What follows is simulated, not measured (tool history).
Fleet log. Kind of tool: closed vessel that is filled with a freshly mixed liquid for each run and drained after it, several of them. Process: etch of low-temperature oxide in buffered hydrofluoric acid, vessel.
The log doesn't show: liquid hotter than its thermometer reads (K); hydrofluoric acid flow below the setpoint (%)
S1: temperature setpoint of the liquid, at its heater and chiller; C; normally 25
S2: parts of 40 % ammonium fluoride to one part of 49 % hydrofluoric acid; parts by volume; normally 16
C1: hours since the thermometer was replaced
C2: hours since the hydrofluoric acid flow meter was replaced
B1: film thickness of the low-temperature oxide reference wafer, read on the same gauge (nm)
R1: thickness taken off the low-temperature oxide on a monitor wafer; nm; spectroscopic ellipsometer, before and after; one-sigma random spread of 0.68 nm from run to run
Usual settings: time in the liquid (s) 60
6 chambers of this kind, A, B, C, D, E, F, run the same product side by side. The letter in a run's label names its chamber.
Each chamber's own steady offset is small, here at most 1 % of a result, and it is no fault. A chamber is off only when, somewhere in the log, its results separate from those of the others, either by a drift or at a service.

{"run": "1D", "day": 0.325, "S1": 25, "S2": 16, "time in the liquid (s)": 60, "C1": 1432.4, "C2": 212, "B1": 90.009, "R1": 113.77}
{"run": "2E", "day": 0.783, "S1": 25, "S2": 16, "time in the liquid (s)": 60, "C1": 1175, "C2": 109, "B1": 89.998, "R1": 116.01}
{"run": "3F", "day": 1.308, "S1": 25, "S2": 16, "time in the liquid (s)": 60, "C1": 1961.7, "C2": 407.2, "B1": 90.016, "R1": 114.11}
{"run": "4C", "day": 1.617, "S1": 25, "S2": 16, "time in the liquid (s)": 60, "C1": 405.3, "C2": 224.6, "B1": 89.99, "R1": 113.14}
{"run": "5A", "day": 1.904, "S1": 25, "S2": 16, "time in the liquid (s)": 60, "C1": 1639.2, "C2": 1757.2, "B1": 90.006, "R1": 116.05}
{"run": "6B", "day": 2.267, "S1": 25, "S2": 16, "time in the liquid (s)": 60, "C1": 1633.5, "C2": 670.2, "B1": 90.022, "R1": 113.01}
{"run": "7D", "day": 2.717, "S1": 25, "S2": 16, "time in the liquid (s)": 60, "C1": 1489.8, "C2": 269.4, "B1": 90.023, "R1": 112.3}
{"run": "8E", "day": 3.242, "S1": 20.5, "S2": 16, "time in the liquid (s)": 75, "C1": 1234, "C2": 168, "B1": 89.997, "R1": 113.42}
{"run": "9C", "day": 3.571, "S1": 20.5, "S2": 16, "time in the liquid (s)": 75, "C1": 452.2, "C2": 271.5, "B1": 89.999, "R1": 111.86}
{"run": "10A", "day": 4.046, "S1": 20.5, "S2": 16, "time in the liquid (s)": 75, "C1": 1690.6, "C2": 1808.6, "B1": 89.99, "R1": 111.47}
{"run": "11B", "day": 4.462, "S1": 20.5, "S2": 16, "time in the liquid (s)": 75, "C1": 1686.2, "C2": 722.9, "B1": 89.997, "R1": 111.02}
{"run": "12F", "day": 4.696, "S1": 20.5, "S2": 16, "time in the liquid (s)": 75, "C1": 2043, "C2": 488.5, "B1": 90.01, "R1": 111.86}
{"run": "13A", "day": 5.221, "S1": 20.5, "S2": 16, "time in the liquid (s)": 75, "C1": 1718.8, "C2": 1836.8, "B1": 89.995, "R1": 112.78}
{"run": "14F", "day": 5.521, "S1": 25, "S2": 16, "time in the liquid (s)": 60, "C1": 2062.8, "C2": 508.3, "B1": 89.994, "R1": 114.01}
{"run": "15B", "day": 5.85, "S1": 25, "S2": 16, "time in the liquid (s)": 60, "C1": 1719.5, "C2": 756.2, "B1": 90.042, "R1": 113.51}
{"run": "16E", "day": 6.142, "S1": 25, "S2": 16, "time in the liquid (s)": 60, "C1": 1303.6, "C2": 237.6, "B1": 89.992, "R1": 116.25}
{"day": 6.412, "done": "chamber F: thermometer replaced"}
{"run": "17D", "day": 6.412, "S1": 25, "S2": 16, "time in the liquid (s)": 60, "C1": 1578.5, "C2": 358.1, "B1": 90.016, "R1": 113.15}
{"run": "18C", "day": 6.733, "S1": 28.5, "S2": 10.5, "time in the liquid (s)": 60, "C1": 528.1, "C2": 347.4, "B1": 89.998, "R1": 206.68}
{"run": "19B", "day": 7.188, "S1": 28.5, "S2": 10.5, "time in the liquid (s)": 60, "C1": 1751.6, "C2": 788.3, "B1": 89.977, "R1": 207.16}
{"day": 7.392, "done": "chamber E: thermometer replaced"}
{"run": "20C", "day": 7.438, "S1": 28.5, "S2": 10.5, "time in the liquid (s)": 60, "C1": 545, "C2": 364.3, "B1": 89.997, "R1": 204.12}
{"run": "21E", "day": 7.779, "S1": 28.5, "S2": 10.5, "time in the liquid (s)": 60, "C1": 9.3, "C2": 276.9, "B1": 89.99, "R1": 207.03}
{"run": "22A", "day": 8.104, "S1": 28.5, "S2": 10.5, "time in the liquid (s)": 60, "C1": 1788, "C2": 1906, "B1": 89.981, "R1": 211.38}
{"run": "23D", "day": 8.467, "S1": 28.5, "S2": 10.5, "time in the liquid (s)": 60, "C1": 1627.8, "C2": 407.4, "B1": 89.976, "R1": 207.88}
{"run": "24F", "day": 8.871, "S1": 25, "S2": 16, "time in the liquid (s)": 60, "C1": 59.1, "C2": 588.7, "B1": 90.022, "R1": 110.88}
{"day": 9.121, "done": "chamber A: hydrofluoric acid flow meter replaced"}
{"run": "25B", "day": 9.208, "S1": 25, "S2": 16, "time in the liquid (s)": 60, "C1": 1800.1, "C2": 836.8, "B1": 89.993, "R1": 114.25}
{"run": "26F", "day": 9.5, "S1": 25, "S2": 16, "time in the liquid (s)": 60, "C1": 74.2, "C2": 603.8, "B1": 90.01, "R1": 110}
{"run": "27A", "day": 9.992, "S1": 25, "S2": 16, "time in the liquid (s)": 60, "C1": 1833.3, "C2": 21, "B1": 90.004, "R1": 115.44}
{"run": "28E", "day": 10.496, "S1": 25, "S2": 16, "time in the liquid (s)": 60, "C1": 74.5, "C2": 342.1, "B1": 89.997, "R1": 114.82}
{"day": 10.825, "done": "chamber C: hydrofluoric acid flow meter replaced"}
{"run": "29D", "day": 10.967, "S1": 25, "S2": 16, "time in the liquid (s)": 60, "C1": 1687.8, "C2": 467.4, "B1": 90.007, "R1": 113.29}
{"run": "30C", "day": 11.492, "S1": 25, "S2": 16, "time in the liquid (s)": 60, "C1": 642.3, "C2": 16.1, "B1": 89.998, "R1": 113.43}
{"run": "31D", "day": 11.958, "S1": 25, "S2": 16, "time in the liquid (s)": 60, "C1": 1711.6, "C2": 491.2, "B1": 89.992, "R1": 112.95}
{"run": "32B", "day": 12.192, "S1": 25, "S2": 16, "time in the liquid (s)": 60, "C1": 1871.7, "C2": 908.4, "B1": 89.99, "R1": 114.23}
{"run": "33C", "day": 12.442, "S1": 25, "S2": 16, "time in the liquid (s)": 60, "C1": 665.1, "C2": 38.9, "B1": 90.008, "R1": 114.56}
{"run": "34F", "day": 12.779, "S1": 25, "S2": 16, "time in the liquid (s)": 60, "C1": 152.9, "C2": 682.5, "B1": 90.008, "R1": 106.83}
{"run": "35A", "day": 13.146, "S1": 25, "S2": 16, "time in the liquid (s)": 60, "C1": 1909, "C2": 96.7, "B1": 89.987, "R1": 115.5}
{"run": "36E", "day": 13.433, "S1": 25, "S2": 16, "time in the liquid (s)": 60, "C1": 145, "C2": 412.6, "B1": 90.007, "R1": 114.61}

Predict what each chamber gives when all 6 of them run the settings below next.
{"run": "37A", "day": 13.812, "S1": 25, "S2": 16, "time in the liquid (s)": 60, "R1": "?"}
{"run": "37B", "day": 13.812, "S1": 25, "S2": 16, "time in the liquid (s)": 60, "R1": "?"}
{"run": "37C", "day": 13.812, "S1": 25, "S2": 16, "time in the liquid (s)": 60, "R1": "?"}
{"run": "37D", "day": 13.812, "S1": 25, "S2": 16, "time in the liquid (s)": 60, "R1": "?"}
{"run": "37E", "day": 13.812, "S1": 25, "S2": 16, "time in the liquid (s)": 60, "R1": "?"}
{"run": "37F", "day": 13.812, "S1": 25, "S2": 16, "time in the liquid (s)": 60, "R1": "?"}

run=37A R1=115.32
run=37B R1=114.94
run=37C R1=114.01
run=37D R1=113.28
run=37E R1=113.71
run=37F R1=105.5

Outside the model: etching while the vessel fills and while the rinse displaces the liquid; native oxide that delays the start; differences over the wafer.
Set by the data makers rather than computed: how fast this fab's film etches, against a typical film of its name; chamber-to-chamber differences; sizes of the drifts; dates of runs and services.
